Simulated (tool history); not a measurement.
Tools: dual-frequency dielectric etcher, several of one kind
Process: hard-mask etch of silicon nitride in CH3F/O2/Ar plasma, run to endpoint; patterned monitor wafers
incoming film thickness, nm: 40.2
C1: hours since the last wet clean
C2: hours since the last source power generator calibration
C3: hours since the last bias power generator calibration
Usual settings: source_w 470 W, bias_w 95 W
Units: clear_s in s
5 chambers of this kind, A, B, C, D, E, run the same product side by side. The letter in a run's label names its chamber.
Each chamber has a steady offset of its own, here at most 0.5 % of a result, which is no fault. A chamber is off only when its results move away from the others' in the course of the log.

{"run": "1A", "day": 0.154, "source_w": 470, "bias_w": 95, "C1": 266.4, "C2": 3420.5, "C3": 765.1, "clear_s": 49.527}
{"day": 0.229, "done": "chamber D: wet clean of the chamber"}
{"run": "2D", "day": 0.338, "source_w": 470, "bias_w": 95, "C1": 2.7, "C2": 1304.9, "C3": 443.8, "clear_s": 49.534}
{"run": "3E", "day": 0.475, "source_w": 470, "bias_w": 95, "C1": 311.1, "C2": 880.2, "C3": 1172.2, "clear_s": 49.82}
{"run": "4C", "day": 0.629, "source_w": 470, "bias_w": 95, "C1": 34, "C2": 904.4, "C3": 2782.8, "clear_s": 49.644}
{"run": "5B", "day": 0.729, "source_w": 470, "bias_w": 95, "C1": 375.4, "C2": 1230.1, "C3": 1077, "clear_s": 49.905}
{"run": "6D", "day": 0.892, "source_w": 470, "bias_w": 95, "C1": 16, "C2": 1318.2, "C3": 457.1, "clear_s": 49.926}
{"run": "7C", "day": 1.021, "source_w": 470, "bias_w": 95, "C1": 43.4, "C2": 913.8, "C3": 2792.2, "clear_s": 49.837}
{"run": "8B", "day": 1.192, "source_w": 470, "bias_w": 95, "C1": 386.5, "C2": 1241.2, "C3": 1088.1, "clear_s": 49.705}
{"run": "9E", "day": 1.346, "source_w": 470, "bias_w": 95, "C1": 332, "C2": 901.1, "C3": 1193.1, "clear_s": 49.986}
{"run": "10A", "day": 1.504, "source_w": 470, "bias_w": 95, "C1": 298.8, "C2": 3452.9, "C3": 797.5, "clear_s": 49.311}
{"run": "11B", "day": 1.612, "source_w": 470, "bias_w": 95, "C1": 396.6, "C2": 1251.3, "C3": 1098.2, "clear_s": 49.523}
{"run": "12D", "day": 1.704, "source_w": 470, "bias_w": 95, "C1": 35.5, "C2": 1337.7, "C3": 476.6, "clear_s": 49.287}
{"run": "13A", "day": 1.8, "source_w": 470, "bias_w": 95, "C1": 305.9, "C2": 3460, "C3": 804.6, "clear_s": 49.539}
{"run": "14C", "day": 1.888, "source_w": 470, "bias_w": 88, "C1": 64.2, "C2": 934.6, "C3": 2813, "clear_s": 51.192}
{"run": "15E", "day": 2.033, "source_w": 470, "bias_w": 88, "C1": 348.5, "C2": 917.6, "C3": 1209.6, "clear_s": 51.21}
{"run": "16A", "day": 2.171, "source_w": 470, "bias_w": 88, "C1": 314.8, "C2": 3468.9, "C3": 813.5, "clear_s": 51.026}
{"run": "17C", "day": 2.275, "source_w": 470, "bias_w": 88, "C1": 73.5, "C2": 943.9, "C3": 2822.3, "clear_s": 50.864}
{"run": "18B", "day": 2.396, "source_w": 470, "bias_w": 88, "C1": 415.4, "C2": 1270.1, "C3": 1117, "clear_s": 51.257}
{"run": "19E", "day": 2.546, "source_w": 580, "bias_w": 114, "C1": 360.8, "C2": 929.9, "C3": 1221.9, "clear_s": 43.248}
{"run": "20D", "day": 2.708, "source_w": 580, "bias_w": 114, "C1": 59.6, "C2": 1361.8, "C3": 500.7, "clear_s": 42.993}
{"run": "21C", "day": 2.796, "source_w": 580, "bias_w": 114, "C1": 86, "C2": 956.4, "C3": 2834.8, "clear_s": 43.192}
{"run": "22B", "day": 2.975, "source_w": 580, "bias_w": 114, "C1": 429.3, "C2": 1284, "C3": 1130.9, "clear_s": 42.966}
{"run": "23E", "day": 3.125, "source_w": 580, "bias_w": 114, "C1": 374.7, "C2": 943.8, "C3": 1235.8, "clear_s": 42.958}
{"run": "24D", "day": 3.267, "source_w": 470, "bias_w": 95, "C1": 73, "C2": 1375.2, "C3": 514.1, "clear_s": 49.734}
{"run": "25A", "day": 3.379, "source_w": 470, "bias_w": 95, "C1": 343.8, "C2": 3497.9, "C3": 842.5, "clear_s": 49.393}
{"run": "26C", "day": 3.525, "source_w": 470, "bias_w": 95, "C1": 103.5, "C2": 973.9, "C3": 2852.3, "clear_s": 49.383}
{"run": "27A", "day": 3.712, "source_w": 470, "bias_w": 95, "C1": 351.8, "C2": 3505.9, "C3": 850.5, "clear_s": 49.072}
{"run": "28B", "day": 3.821, "source_w": 470, "bias_w": 95, "C1": 449.6, "C2": 1304.3, "C3": 1151.2, "clear_s": 49.881}
{"run": "29D", "day": 3.912, "source_w": 470, "bias_w": 95, "C1": 88.5, "C2": 1390.7, "C3": 529.6, "clear_s": 49.647}
{"run": "30E", "day": 4.092, "source_w": 470, "bias_w": 95, "C1": 397.9, "C2": 967, "C3": 1259, "clear_s": 49.843}
{"day": 4.204, "done": "chamber A: wet clean of the chamber"}
{"run": "31C", "day": 4.279, "source_w": 470, "bias_w": 95, "C1": 121.6, "C2": 992, "C3": 2870.4, "clear_s": 49.773}
{"run": "32B", "day": 4.421, "source_w": 470, "bias_w": 95, "C1": 464, "C2": 1318.7, "C3": 1165.6, "clear_s": 50.206}
{"run": "33A", "day": 4.608, "source_w": 470, "bias_w": 95, "C1": 9.8, "C2": 3527.4, "C3": 872, "clear_s": 49.384}
{"day": 4.621, "done": "chamber C: bias power generator calibrated"}
{"run": "34E", "day": 4.771, "source_w": 470, "bias_w": 95, "C1": 414.2, "C2": 983.3, "C3": 1275.3, "clear_s": 49.719}
{"run": "35D", "day": 4.912, "source_w": 570, "bias_w": 115, "C1": 112.5, "C2": 1414.7, "C3": 553.6, "clear_s": 43.386}
{"run": "36A", "day": 5.067, "source_w": 570, "bias_w": 115, "C1": 20.8, "C2": 3538.4, "C3": 883, "clear_s": 42.958}
{"run": "37E", "day": 5.162, "source_w": 570, "bias_w": 115, "C1": 423.6, "C2": 992.7, "C3": 1284.7, "clear_s": 43.238}
{"run": "38B", "day": 5.333, "source_w": 570, "bias_w": 115, "C1": 485.9, "C2": 1340.6, "C3": 1187.5, "clear_s": 43.463}
{"run": "39C", "day": 5.504, "source_w": 570, "bias_w": 115, "C1": 151, "C2": 1021.4, "C3": 21.3, "clear_s": 43.213}
{"run": "40D", "day": 5.642, "source_w": 520, "bias_w": 95, "C1": 130, "C2": 1432.2, "C3": 571.1, "clear_s": 47.876}
{"run": "41C", "day": 5.808, "source_w": 520, "bias_w": 95, "C1": 158.3, "C2": 1028.7, "C3": 28.6, "clear_s": 47.974}

What goes on in this fleet: one chamber off, a drifting gauge, or nothing beyond the chambers' own small offsets? Name the chamber and the cause, if any.

No chamber stands off beyond its own small offset, and the gauge holds steady.

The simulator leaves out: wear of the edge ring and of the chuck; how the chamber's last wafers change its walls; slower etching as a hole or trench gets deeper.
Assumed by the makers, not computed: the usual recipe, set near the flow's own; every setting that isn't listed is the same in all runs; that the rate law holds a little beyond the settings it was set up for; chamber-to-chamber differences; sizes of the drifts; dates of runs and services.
